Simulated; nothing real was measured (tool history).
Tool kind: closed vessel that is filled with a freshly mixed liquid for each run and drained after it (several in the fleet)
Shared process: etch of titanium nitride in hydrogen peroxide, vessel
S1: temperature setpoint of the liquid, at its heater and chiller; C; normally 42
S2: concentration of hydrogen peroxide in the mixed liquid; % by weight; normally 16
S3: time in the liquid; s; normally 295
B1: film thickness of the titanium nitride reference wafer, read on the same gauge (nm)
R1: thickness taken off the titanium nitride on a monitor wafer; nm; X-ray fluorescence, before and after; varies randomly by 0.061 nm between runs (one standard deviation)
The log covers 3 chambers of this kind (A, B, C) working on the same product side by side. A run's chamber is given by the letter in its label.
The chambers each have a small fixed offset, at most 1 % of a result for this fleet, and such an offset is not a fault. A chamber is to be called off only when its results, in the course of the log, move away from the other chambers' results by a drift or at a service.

{"run": "1C", "day": 0.329, "S1": 42, "S2": 16, "S3": 295, "B1": 100.02, "R1": 6.2383}
{"run": "2A", "day": 0.542, "S1": 42, "S2": 16, "S3": 295, "B1": 100.03, "R1": 6.2842}
{"run": "3B", "day": 0.85, "S1": 42, "S2": 16, "S3": 295, "B1": 100.02, "R1": 6.3763}
{"run": "4A", "day": 1.154, "S1": 42, "S2": 16, "S3": 295, "B1": 99.981, "R1": 6.1555}
{"run": "5C", "day": 1.425, "S1": 42, "S2": 16, "S3": 295, "B1": 99.988, "R1": 6.3487}
{"run": "6B", "day": 1.808, "S1": 42, "S2": 16, "S3": 295, "B1": 100.03, "R1": 6.257}
{"run": "7A", "day": 2.038, "S1": 42, "S2": 16, "S3": 295, "B1": 99.989, "R1": 6.3036}
{"run": "8C", "day": 2.358, "S1": 42, "S2": 16, "S3": 295, "B1": 100.01, "R1": 6.275}
{"run": "9B", "day": 2.604, "S1": 42, "S2": 16, "S3": 295, "B1": 100, "R1": 6.2802}
{"run": "10C", "day": 2.779, "S1": 42, "S2": 16, "S3": 295, "B1": 99.992, "R1": 6.3737}
{"run": "11B", "day": 2.962, "S1": 48.5, "S2": 16, "S3": 450, "B1": 99.997, "R1": 15.446}
{"run": "12A", "day": 3.233, "S1": 48.5, "S2": 16, "S3": 450, "B1": 100.02, "R1": 15.246}
{"run": "13A", "day": 3.442, "S1": 48.5, "S2": 16, "S3": 450, "B1": 100.01, "R1": 15.212}
{"run": "14C", "day": 3.642, "S1": 42, "S2": 16, "S3": 295, "B1": 100.03, "R1": 6.1075}
{"run": "15B", "day": 3.85, "S1": 42, "S2": 16, "S3": 295, "B1": 99.985, "R1": 6.228}
{"run": "16B", "day": 4.092, "S1": 42, "S2": 16, "S3": 295, "B1": 99.996, "R1": 6.2783}
{"run": "17C", "day": 4.333, "S1": 42, "S2": 16, "S3": 295, "B1": 100.02, "R1": 6.2241}
{"run": "18A", "day": 4.529, "S1": 42, "S2": 16, "S3": 295, "B1": 100.01, "R1": 6.2039}
{"run": "19A", "day": 4.842, "S1": 42, "S2": 16, "S3": 295, "B1": 99.996, "R1": 6.2501}
{"run": "20B", "day": 5.058, "S1": 42, "S2": 16, "S3": 295, "B1": 99.985, "R1": 6.213}
{"run": "21C", "day": 5.279, "S1": 50.5, "S2": 16, "S3": 360, "B1": 99.998, "R1": 13.982}
{"run": "22C", "day": 5.488, "S1": 50.5, "S2": 16, "S3": 360, "B1": 100.01, "R1": 13.815}
{"day": 5.496, "done": "chamber A: new drum of peroxide connected"}
{"run": "23A", "day": 5.658, "S1": 50.5, "S2": 16, "S3": 360, "B1": 99.991, "R1": 14.387}
{"day": 5.742, "done": "chamber A: peroxide flow meter replaced"}
{"run": "24B", "day": 6.025, "S1": 42, "S2": 19, "S3": 420, "B1": 99.985, "R1": 9.234}
{"run": "25A", "day": 6.258, "S1": 42, "S2": 19, "S3": 420, "B1": 100.01, "R1": 9.2438}
{"run": "26C", "day": 6.538, "S1": 42, "S2": 19, "S3": 420, "B1": 100.02, "R1": 8.5523}
{"run": "27B", "day": 6.754, "S1": 42, "S2": 16, "S3": 295, "B1": 100.02, "R1": 6.2448}
{"run": "28B", "day": 6.958, "S1": 42, "S2": 16, "S3": 295, "B1": 100.01, "R1": 6.3826}
{"run": "29A", "day": 7.162, "S1": 42, "S2": 16, "S3": 295, "B1": 99.974, "R1": 6.2665}
{"run": "30C", "day": 7.467, "S1": 42, "S2": 16, "S3": 295, "B1": 100.01, "R1": 5.82}
{"run": "31A", "day": 7.638, "S1": 42, "S2": 16, "S3": 295, "B1": 99.996, "R1": 6.199}
{"run": "32C", "day": 7.867, "S1": 42, "S2": 16, "S3": 295, "B1": 100.01, "R1": 5.6857}
{"run": "33B", "day": 8.075, "S1": 47, "S2": 16, "S3": 230, "B1": 99.975, "R1": 6.9261}
{"run": "34B", "day": 8.375, "S1": 47, "S2": 16, "S3": 230, "B1": 99.983, "R1": 7.1834}
{"run": "35C", "day": 8.612, "S1": 47, "S2": 16, "S3": 230, "B1": 99.987, "R1": 6.4532}
{"run": "36A", "day": 8.829, "S1": 42, "S2": 16, "S3": 295, "B1": 99.996, "R1": 6.2809}

For the next run the whole fleet of 3 chambers uses the same settings. Give each chamber's results:
{"run": "37A", "day": 9.104, "S1": 42, "S2": 19.5, "S3": 295, "R1": "?"}
{"run": "37B", "day": 9.104, "S1": 42, "S2": 19.5, "S3": 295, "R1": "?"}
{"run": "37C", "day": 9.104, "S1": 42, "S2": 19.5, "S3": 295, "R1": "?"}

run=37A R1=6.5247
run=37B R1=6.5351
run=37C R1=5.8954
